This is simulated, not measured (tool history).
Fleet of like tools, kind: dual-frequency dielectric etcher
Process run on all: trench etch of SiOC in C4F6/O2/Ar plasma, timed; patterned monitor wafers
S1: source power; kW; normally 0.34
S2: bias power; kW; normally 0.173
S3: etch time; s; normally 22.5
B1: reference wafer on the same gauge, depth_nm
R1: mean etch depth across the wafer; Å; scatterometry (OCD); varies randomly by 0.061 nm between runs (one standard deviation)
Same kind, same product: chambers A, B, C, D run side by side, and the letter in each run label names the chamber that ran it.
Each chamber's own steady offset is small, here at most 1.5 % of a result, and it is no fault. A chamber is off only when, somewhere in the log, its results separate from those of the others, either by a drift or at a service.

run   hour    S1     S2    S3      B1      R1
 1D    4.9  0.34  0.173  22.5  47.204  433.22
 2A   11.6  0.34  0.173  22.5  47.168   434.7
 3C   17.2  0.34  0.173  22.5  47.163  427.83
 4B   23.9  0.34  0.173  22.5  47.155  434.86
 5D   28.2  0.34  0.173  22.5  47.161   432.4
 6B   31.9  0.34  0.173  22.5   47.14  434.64
 7C   39.8  0.34  0.173  22.5   47.11  427.43
 8A   46.8  0.34  0.173  22.5  47.096  435.15
 9D     54  0.34  0.173  22.5  47.111   431.4
10B   57.8  0.34  0.173    17    47.1  328.47
11A   61.8  0.34  0.173    17  47.078  328.47
12C   69.9  0.34  0.173    17  47.085  322.69
13C   75.1  0.34  0.173    17  47.061  322.57
14A   79.6  0.34  0.173  22.5  47.052  434.87
15B   84.6  0.34  0.173  22.5  47.046  433.59
16D   90.8  0.34  0.173  22.5   47.04  431.17
17D   98.1  0.34  0.201  24.5  47.028  492.95
18A  102.1  0.34  0.201  24.5  47.023  495.74
19C  110.3  0.34  0.201  24.5  47.013  486.11
20B  117.6  0.34  0.201  24.5  46.979  495.76
21B  124.2  0.34  0.173  22.5  46.977  432.55
22D  128.5  0.34  0.173  22.5  46.951  431.46
23C  135.5  0.34  0.173  22.5  46.956  426.18
24A  141.5  0.34  0.173  22.5  46.934  433.14

Which is it: a chamber that has drifted or been left off by a service, a gauge drift common to all chambers, or only each chamber's usual small offset? If a chamber is off, name it and its likeliest cause.

The shared gauge is drifting. All chambers look as if they move in step, but none is off.
Likeliest cause: gauge reads low (%) = 0.588.

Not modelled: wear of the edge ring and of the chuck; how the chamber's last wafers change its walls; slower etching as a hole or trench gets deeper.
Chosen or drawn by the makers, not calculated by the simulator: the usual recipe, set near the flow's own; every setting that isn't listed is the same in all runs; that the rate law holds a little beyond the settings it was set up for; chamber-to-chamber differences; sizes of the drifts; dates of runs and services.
